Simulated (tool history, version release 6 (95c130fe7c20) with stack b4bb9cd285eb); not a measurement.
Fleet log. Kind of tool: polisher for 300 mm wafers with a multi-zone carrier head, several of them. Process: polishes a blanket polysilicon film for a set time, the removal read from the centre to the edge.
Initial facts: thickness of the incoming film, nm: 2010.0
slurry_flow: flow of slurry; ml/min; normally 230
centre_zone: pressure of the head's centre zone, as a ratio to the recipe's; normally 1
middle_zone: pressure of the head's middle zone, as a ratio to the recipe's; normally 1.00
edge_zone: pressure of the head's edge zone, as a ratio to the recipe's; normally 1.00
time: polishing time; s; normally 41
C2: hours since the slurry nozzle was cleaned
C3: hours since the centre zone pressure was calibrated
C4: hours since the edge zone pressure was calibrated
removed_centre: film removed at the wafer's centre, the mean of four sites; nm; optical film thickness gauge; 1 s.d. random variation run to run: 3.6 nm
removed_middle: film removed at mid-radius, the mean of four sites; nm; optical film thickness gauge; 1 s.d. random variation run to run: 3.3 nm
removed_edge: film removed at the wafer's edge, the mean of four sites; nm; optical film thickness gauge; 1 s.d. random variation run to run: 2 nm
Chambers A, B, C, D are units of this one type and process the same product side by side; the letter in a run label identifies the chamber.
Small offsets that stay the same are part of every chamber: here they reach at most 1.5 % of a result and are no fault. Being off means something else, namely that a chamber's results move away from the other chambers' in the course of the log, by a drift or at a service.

run 1D hour=7.0 | slurry_flow=230 centre_zone=1 middle_zone=1.00 edge_zone=1.00 time=41 | wafers_polished_on_this_pad=741 C2=131.7 C3=1092.8 C4=131.5 | removed_centre=261.25 removed_middle=263.63 removed_edge=264.69
-- hour=10.2 chamber A: centre zone pressure recalibrated
run 2A hour=15.0 | slurry_flow=230 centre_zone=1 middle_zone=1.00 edge_zone=1.00 time=41 | wafers_polished_on_this_pad=125 C2=125.8 C3=4.9 C4=529.8 | removed_centre=265.09 removed_middle=260.91 removed_edge=265.27
-- hour=15.4 chamber C: centre zone pressure recalibrated
run 3C hour=29.8 | slurry_flow=230 centre_zone=1 middle_zone=1.00 edge_zone=1.00 time=41 | wafers_polished_on_this_pad=596 C2=675.7 C3=14.4 C4=746.1 | removed_centre=266.37 removed_middle=264.91 removed_edge=261.55
-- hour=32.4 chamber D: worn pad replaced by a new one
run 4B hour=45.4 | slurry_flow=230 centre_zone=1 middle_zone=1.00 edge_zone=1.00 time=41 | wafers_polished_on_this_pad=613 C2=176.9 C3=139.1 C4=776.0 | removed_centre=251.66 removed_middle=259.95 removed_edge=261.25
run 5A hour=59.0 | slurry_flow=260 centre_zone=1 middle_zone=1.05 edge_zone=1.00 time=41 | wafers_polished_on_this_pad=410 C2=169.8 C3=48.9 C4=573.8 | removed_centre=275.76 removed_middle=281.84 removed_edge=262.63
run 6D hour=74.1 | slurry_flow=260 centre_zone=1 middle_zone=1.05 edge_zone=1.00 time=41 | wafers_polished_on_this_pad=271 C2=198.8 C3=1159.9 C4=198.6 | removed_centre=265.99 removed_middle=284.74 removed_edge=270.75
-- hour=86.7 chamber D: centre zone pressure recalibrated
run 7B hour=87.8 | slurry_flow=260 centre_zone=1 middle_zone=1.05 edge_zone=1.00 time=41 | wafers_polished_on_this_pad=888 C2=219.3 C3=181.5 C4=818.4 | removed_centre=260.57 removed_middle=275.53 removed_edge=267.72
-- hour=93.7 chamber A: worn pad replaced by a new one
run 8C hour=103.4 | slurry_flow=260 centre_zone=1 middle_zone=1.05 edge_zone=1.00 time=41 | wafers_polished_on_this_pad=1073 C2=749.3 C3=88.0 C4=819.7 | removed_centre=265.19 removed_middle=282.12 removed_edge=261.11
run 9C hour=111.9 | slurry_flow=230 centre_zone=1 middle_zone=1.00 edge_zone=1.00 time=41 | wafers_polished_on_this_pad=1128 C2=757.8 C3=96.5 C4=828.2 | removed_centre=257.60 removed_middle=260.07 removed_edge=262.72
-- hour=114.5 chamber D: slurry nozzle cleaned
run 10A hour=122.9 | slurry_flow=230 centre_zone=1 middle_zone=1.00 edge_zone=0.91 time=31 | wafers_polished_on_this_pad=190 C2=233.7 C3=112.8 C4=637.7 | removed_centre=202.40 removed_middle=193.99 removed_edge=187.27
-- hour=124.3 chamber B: worn pad replaced by a new one
run 11B hour=137.7 | slurry_flow=230 centre_zone=1 middle_zone=1.00 edge_zone=0.91 time=31 | wafers_polished_on_this_pad=87 C2=269.2 C3=231.4 C4=868.3 | removed_centre=189.85 removed_middle=194.03 removed_edge=187.00
run 12D hour=144.9 | slurry_flow=230 centre_zone=1 middle_zone=1.00 edge_zone=0.91 time=31 | wafers_polished_on_this_pad=730 C2=30.4 C3=58.2 C4=269.4 | removed_centre=193.31 removed_middle=197.64 removed_edge=191.05
run 13A hour=160.3 | slurry_flow=230 centre_zone=1 middle_zone=1.00 edge_zone=0.91 time=31 | wafers_polished_on_this_pad=432 C2=271.1 C3=150.2 C4=675.1 | removed_centre=201.53 removed_middle=196.43 removed_edge=187.21
-- hour=160.4 chamber D: worn pad replaced by a new one
run 14B hour=169.4 | slurry_flow=230 centre_zone=1 middle_zone=1.00 edge_zone=1.00 time=41 | wafers_polished_on_this_pad=292 C2=300.9 C3=263.1 C4=900.0 | removed_centre=245.34 removed_middle=255.71 removed_edge=259.29
run 15C hour=182.9 | slurry_flow=230 centre_zone=1 middle_zone=1.00 edge_zone=1.00 time=41 | wafers_polished_on_this_pad=1589 C2=828.8 C3=167.5 C4=899.2 | removed_centre=258.05 removed_middle=265.23 removed_edge=261.88
-- hour=183.1 chamber C: worn pad replaced by a new one
-- hour=184.3 chamber A: worn pad replaced by a new one
run 16D hour=197.3 | slurry_flow=230 centre_zone=1 middle_zone=1.00 edge_zone=1.00 time=41 | wafers_polished_on_this_pad=239 C2=82.8 C3=110.6 C4=321.8 | removed_centre=266.02 removed_middle=263.35 removed_edge=267.07
run 17D hour=208.7 | slurry_flow=230 centre_zone=1 middle_zone=1.00 edge_zone=1.00 time=41 | wafers_polished_on_this_pad=313 C2=94.2 C3=122.0 C4=333.2 | removed_centre=266.01 removed_middle=256.90 removed_edge=263.37
run 18C hour=222.1 | slurry_flow=230 centre_zone=1 middle_zone=1.00 edge_zone=1.00 time=41 | wafers_polished_on_this_pad=253 C2=868.0 C3=206.7 C4=938.4 | removed_centre=256.61 removed_middle=261.52 removed_edge=260.99
run 19A hour=229.1 | slurry_flow=230 centre_zone=1 middle_zone=1.00 edge_zone=1.00 time=41 | wafers_polished_on_this_pad=291 C2=339.9 C3=219.0 C4=743.9 | removed_centre=258.40 removed_middle=255.35 removed_edge=261.49
run 20B hour=244.1 | slurry_flow=230 centre_zone=1 middle_zone=1.00 edge_zone=1.00 time=41 | wafers_polished_on_this_pad=777 C2=375.6 C3=337.8 C4=974.7 | removed_centre=238.46 removed_middle=248.82 removed_edge=253.42
run 21C hour=255.0 | slurry_flow=230 centre_zone=1 middle_zone=1.00 edge_zone=1.00 time=41 | wafers_polished_on_this_pad=466 C2=900.9 C3=239.6 C4=971.3 | removed_centre=254.84 removed_middle=264.36 removed_edge=259.88
run 22B hour=262.7 | slurry_flow=230 centre_zone=1 middle_zone=1.00 edge_zone=1.00 time=41 | wafers_polished_on_this_pad=898 C2=394.2 C3=356.4 C4=993.3 | removed_centre=235.86 removed_middle=244.96 removed_edge=253.96
-- hour=263.3 chamber D: edge zone pressure recalibrated
-- hour=264.3 chamber A: slurry nozzle cleaned
run 23A hour=272.4 | slurry_flow=230 centre_zone=1 middle_zone=1.00 edge_zone=1.00 time=41 | wafers_polished_on_this_pad=572 C2=8.1 C3=262.3 C4=787.2 | removed_centre=258.23 removed_middle=254.18 removed_edge=263.13
-- hour=274.5 chamber A: worn pad replaced by a new one
run 24D hour=284.9 | slurry_flow=230 centre_zone=1 middle_zone=1.00 edge_zone=1.00 time=41 | wafers_polished_on_this_pad=808 C2=170.4 C3=198.2 C4=21.6 | removed_centre=260.81 removed_middle=264.57 removed_edge=265.12
run 25A hour=295.8 | slurry_flow=230 centre_zone=1 middle_zone=1.00 edge_zone=1.00 time=41 | wafers_polished_on_this_pad=138 C2=31.5 C3=285.7 C4=810.6 | removed_centre=264.71 removed_middle=261.96 removed_edge=261.06

Decide between three cases: one chamber stands off from its peers, the gauge reading all wafers drifts, or nothing is wrong past each chamber's small offset. Where a chamber is off, say which and what most likely put it there.

One chamber, B, drifts off from the rest bit by bit.
Most likely cause: slurry flow missing at the pad, % = 39.

Here are 4 candidates for chamber B's next run, each the usual settings with a change, their results left as question marks. Which one brings its results back in line with what the others give on the usual settings?
In line means no further than this from the other chambers' mean on the usual settings: removed_centre 13.00 nm; removed_middle 12.00 nm; removed_edge 7.10 nm
run 26B-1 hour=307.1 | slurry_flow=240 centre_zone=1.03 middle_zone=1.02 edge_zone=0.98 time=43 | removed_centre=? removed_middle=? removed_edge=?
run 26B-2 hour=307.1 | slurry_flow=250 centre_zone=1.06 middle_zone=1.04 edge_zone=0.96 time=46 | removed_centre=? removed_middle=? removed_edge=?
run 26B-3 hour=307.1 | slurry_flow=210 centre_zone=0.93 middle_zone=0.97 edge_zone=1.04 time=37 | removed_centre=? removed_middle=? removed_edge=?
run 26B-4 hour=307.1 | slurry_flow=220 centre_zone=0.97 middle_zone=0.98 edge_zone=1.02 time=39 | removed_centre=? removed_middle=? removed_edge=?

Average result of the remaining chambers running the usual settings: removed_centre 260.76 nm; removed_middle 260.55 nm; removed_edge 262.24 nm
run=26B-1 removed_centre=257.18 removed_middle=257.95 removed_edge=260.18
run=26B-2 removed_centre=286.41 removed_middle=283.14 removed_edge=276.89
run=26B-3 removed_centre=191.67 removed_middle=206.15 removed_edge=226.53
run=26B-4 removed_centre=214.05 removed_middle=221.54 removed_edge=238.02
26B-1 is the one that brings the chamber's results back in line with the other chambers.
